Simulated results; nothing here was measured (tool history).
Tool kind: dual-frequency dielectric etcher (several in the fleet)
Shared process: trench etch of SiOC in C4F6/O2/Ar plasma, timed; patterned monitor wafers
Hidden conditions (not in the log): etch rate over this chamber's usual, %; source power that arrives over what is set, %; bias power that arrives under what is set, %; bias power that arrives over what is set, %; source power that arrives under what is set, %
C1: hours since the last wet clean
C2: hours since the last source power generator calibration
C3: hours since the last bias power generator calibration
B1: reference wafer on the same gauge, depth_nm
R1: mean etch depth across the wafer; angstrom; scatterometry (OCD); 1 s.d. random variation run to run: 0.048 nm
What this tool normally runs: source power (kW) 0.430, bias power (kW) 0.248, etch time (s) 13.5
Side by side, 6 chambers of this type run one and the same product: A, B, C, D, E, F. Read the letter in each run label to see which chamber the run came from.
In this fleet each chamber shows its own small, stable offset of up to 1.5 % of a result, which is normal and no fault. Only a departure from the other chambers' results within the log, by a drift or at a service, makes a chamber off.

{"hour": 9.6, "done": "chamber B: wet clean of the chamber"}
{"run": "1E", "hour": 9.9, "source power (kW)": 0.43, "bias power (kW)": 0.248, "etch time (s)": 13.5, "C1": 464.3, "C2": 494.4, "C3": 210.3, "B1": 34.414, "R1": 319.25}
{"run": "2C", "hour": 17.0, "source power (kW)": 0.43, "bias power (kW)": 0.248, "etch time (s)": 13.5, "C1": 374.4, "C2": 345.4, "C3": 380.0, "B1": 34.421, "R1": 321.07}
{"hour": 19.9, "done": "chamber C: wet clean of the chamber"}
{"run": "3F", "hour": 28.2, "source power (kW)": 0.43, "bias power (kW)": 0.248, "etch time (s)": 13.5, "C1": 427.2, "C2": 1711.9, "C3": 1281.0, "B1": 34.416, "R1": 316.96}
{"hour": 37.6, "done": "chamber E: wet clean of the chamber"}
{"run": "4A", "hour": 39.8, "source power (kW)": 0.43, "bias power (kW)": 0.248, "etch time (s)": 13.5, "C1": 418.7, "C2": 721.1, "C3": 972.4, "B1": 34.406, "R1": 318.61}
{"run": "5D", "hour": 47.2, "source power (kW)": 0.43, "bias power (kW)": 0.248, "etch time (s)": 13.5, "C1": 116.1, "C2": 2341.9, "C3": 2528.9, "B1": 34.429, "R1": 324.83}
{"run": "6B", "hour": 52.8, "source power (kW)": 0.43, "bias power (kW)": 0.248, "etch time (s)": 13.5, "C1": 43.3, "C2": 1321.6, "C3": 1668.7, "B1": 34.428, "R1": 323.12}
{"run": "7B", "hour": 60.1, "source power (kW)": 0.52, "bias power (kW)": 0.248, "etch time (s)": 15.0, "C1": 50.6, "C2": 1328.9, "C3": 1676.0, "B1": 34.439, "R1": 385.62}
{"run": "8F", "hour": 68.9, "source power (kW)": 0.52, "bias power (kW)": 0.248, "etch time (s)": 15.0, "C1": 467.9, "C2": 1752.6, "C3": 1321.7, "B1": 34.453, "R1": 379.42}
{"run": "9D", "hour": 76.2, "source power (kW)": 0.52, "bias power (kW)": 0.248, "etch time (s)": 15.0, "C1": 145.1, "C2": 2370.9, "C3": 2557.9, "B1": 34.443, "R1": 387.74}
{"run": "10E", "hour": 86.6, "source power (kW)": 0.52, "bias power (kW)": 0.248, "etch time (s)": 15.0, "C1": 49.0, "C2": 571.1, "C3": 287.0, "B1": 34.45, "R1": 382.34}
{"run": "11A", "hour": 96.2, "source power (kW)": 0.52, "bias power (kW)": 0.248, "etch time (s)": 15.0, "C1": 475.1, "C2": 777.5, "C3": 1028.8, "B1": 34.468, "R1": 382.66}
{"hour": 104.1, "done": "chamber F: wet clean of the chamber"}
{"run": "12C", "hour": 106.1, "source power (kW)": 0.52, "bias power (kW)": 0.248, "etch time (s)": 15.0, "C1": 86.2, "C2": 434.5, "C3": 469.1, "B1": 34.468, "R1": 384.82}
{"run": "13E", "hour": 114.9, "source power (kW)": 0.43, "bias power (kW)": 0.248, "etch time (s)": 13.5, "C1": 77.3, "C2": 599.4, "C3": 315.3, "B1": 34.464, "R1": 320.02}
{"run": "14A", "hour": 125.8, "source power (kW)": 0.34, "bias power (kW)": 0.206, "etch time (s)": 13.5, "C1": 504.7, "C2": 807.1, "C3": 1058.4, "B1": 34.482, "R1": 274.67}
{"run": "15D", "hour": 134.0, "source power (kW)": 0.34, "bias power (kW)": 0.206, "etch time (s)": 13.5, "C1": 202.9, "C2": 2428.7, "C3": 2615.7, "B1": 34.479, "R1": 278.65}
{"run": "16F", "hour": 140.8, "source power (kW)": 0.34, "bias power (kW)": 0.206, "etch time (s)": 13.5, "C1": 36.8, "C2": 1824.5, "C3": 1393.6, "B1": 34.485, "R1": 272.45}
{"run": "17B", "hour": 151.4, "source power (kW)": 0.34, "bias power (kW)": 0.206, "etch time (s)": 13.5, "C1": 141.9, "C2": 1420.2, "C3": 1767.3, "B1": 34.487, "R1": 277.28}
{"run": "18C", "hour": 157.4, "source power (kW)": 0.34, "bias power (kW)": 0.206, "etch time (s)": 13.5, "C1": 137.5, "C2": 485.8, "C3": 520.4, "B1": 34.505, "R1": 274.62}
{"run": "19C", "hour": 164.1, "source power (kW)": 0.34, "bias power (kW)": 0.206, "etch time (s)": 13.5, "C1": 144.2, "C2": 492.5, "C3": 527.1, "B1": 34.497, "R1": 275.61}
{"run": "20B", "hour": 170.5, "source power (kW)": 0.43, "bias power (kW)": 0.248, "etch time (s)": 13.5, "C1": 161.0, "C2": 1439.3, "C3": 1786.4, "B1": 34.497, "R1": 322.91}
{"run": "21A", "hour": 180.1, "source power (kW)": 0.43, "bias power (kW)": 0.248, "etch time (s)": 13.5, "C1": 559.0, "C2": 861.4, "C3": 1112.7, "B1": 34.503, "R1": 320.48}
{"run": "22D", "hour": 190.4, "source power (kW)": 0.43, "bias power (kW)": 0.248, "etch time (s)": 13.5, "C1": 259.3, "C2": 2485.1, "C3": 2672.1, "B1": 34.508, "R1": 325.56}
{"run": "23E", "hour": 197.7, "source power (kW)": 0.43, "bias power (kW)": 0.248, "etch time (s)": 13.5, "C1": 160.1, "C2": 682.2, "C3": 398.1, "B1": 34.517, "R1": 320.31}
{"run": "24F", "hour": 206.6, "source power (kW)": 0.43, "bias power (kW)": 0.248, "etch time (s)": 13.5, "C1": 102.6, "C2": 1890.3, "C3": 1459.4, "B1": 34.515, "R1": 318.48}
{"run": "25C", "hour": 211.6, "source power (kW)": 0.49, "bias power (kW)": 0.248, "etch time (s)": 13.5, "C1": 191.7, "C2": 540.0, "C3": 574.6, "B1": 34.524, "R1": 338.49}
{"run": "26B", "hour": 219.9, "source power (kW)": 0.49, "bias power (kW)": 0.248, "etch time (s)": 13.5, "C1": 210.4, "C2": 1488.7, "C3": 1835.8, "B1": 34.547, "R1": 340.2}
{"run": "27F", "hour": 225.9, "source power (kW)": 0.49, "bias power (kW)": 0.248, "etch time (s)": 13.5, "C1": 121.9, "C2": 1909.6, "C3": 1478.7, "B1": 34.554, "R1": 333.56}
{"run": "28D", "hour": 234.6, "source power (kW)": 0.49, "bias power (kW)": 0.248, "etch time (s)": 13.5, "C1": 303.5, "C2": 2529.3, "C3": 2716.3, "B1": 34.556, "R1": 341.16}
{"hour": 238.3, "done": "chamber D: source power generator calibrated"}
{"run": "29A", "hour": 239.9, "source power (kW)": 0.49, "bias power (kW)": 0.248, "etch time (s)": 13.5, "C1": 618.8, "C2": 921.2, "C3": 1172.5, "B1": 34.537, "R1": 337.15}
{"run": "30E", "hour": 249.7, "source power (kW)": 0.49, "bias power (kW)": 0.248, "etch time (s)": 13.5, "C1": 212.1, "C2": 734.2, "C3": 450.1, "B1": 34.547, "R1": 337.06}
{"run": "31A", "hour": 256.0, "source power (kW)": 0.43, "bias power (kW)": 0.248, "etch time (s)": 13.5, "C1": 634.9, "C2": 937.3, "C3": 1188.6, "B1": 34.564, "R1": 320.6}
{"run": "32E", "hour": 262.0, "source power (kW)": 0.43, "bias power (kW)": 0.248, "etch time (s)": 13.5, "C1": 224.4, "C2": 746.5, "C3": 462.4, "B1": 34.563, "R1": 321.17}
{"run": "33D", "hour": 269.7, "source power (kW)": 0.43, "bias power (kW)": 0.248, "etch time (s)": 13.5, "C1": 338.6, "C2": 31.4, "C3": 2751.4, "B1": 34.55, "R1": 325.26}
{"hour": 276.4, "done": "chamber A: wet clean of the chamber"}
{"run": "34F", "hour": 280.3, "source power (kW)": 0.43, "bias power (kW)": 0.248, "etch time (s)": 13.5, "C1": 176.3, "C2": 1964.0, "C3": 1533.1, "B1": 34.574, "R1": 318.02}
{"run": "35C", "hour": 286.4, "source power (kW)": 0.43, "bias power (kW)": 0.248, "etch time (s)": 13.5, "C1": 266.5, "C2": 614.8, "C3": 649.4, "B1": 34.574, "R1": 322.83}
{"run": "36B", "hour": 294.4, "source power (kW)": 0.43, "bias power (kW)": 0.248, "etch time (s)": 13.5, "C1": 284.9, "C2": 1563.2, "C3": 1910.3, "B1": 34.571, "R1": 323.29}
{"run": "37D", "hour": 302.9, "source power (kW)": 0.43, "bias power (kW)": 0.248, "etch time (s)": 13.5, "C1": 371.8, "C2": 64.6, "C3": 2784.6, "B1": 34.593, "R1": 326.34}
{"run": "38F", "hour": 308.4, "source power (kW)": 0.43, "bias power (kW)": 0.248, "etch time (s)": 13.5, "C1": 204.4, "C2": 1992.1, "C3": 1561.2, "B1": 34.598, "R1": 319.37}
{"run": "39B", "hour": 317.1, "source power (kW)": 0.43, "bias power (kW)": 0.248, "etch time (s)": 13.5, "C1": 307.6, "C2": 1585.9, "C3": 1933.0, "B1": 34.589, "R1": 323.86}
{"run": "40A", "hour": 326.0, "source power (kW)": 0.43, "bias power (kW)": 0.248, "etch time (s)": 13.5, "C1": 49.6, "C2": 1007.3, "C3": 1258.6, "B1": 34.597, "R1": 322.14}
{"run": "41E", "hour": 334.6, "source power (kW)": 0.43, "bias power (kW)": 0.248, "etch time (s)": 13.5, "C1": 297.0, "C2": 819.1, "C3": 535.0, "B1": 34.619, "R1": 321.71}

Which is it: a chamber that has drifted or been left off by a service, a gauge drift common to all chambers, or only each chamber's usual small offset? If a chamber is off, name it and its likeliest cause.

No chamber is off; the gauge reading every chamber's wafers drifts, which makes the whole fleet appear to move together.
What lies behind it: gauge reads high (%) = 0.611.
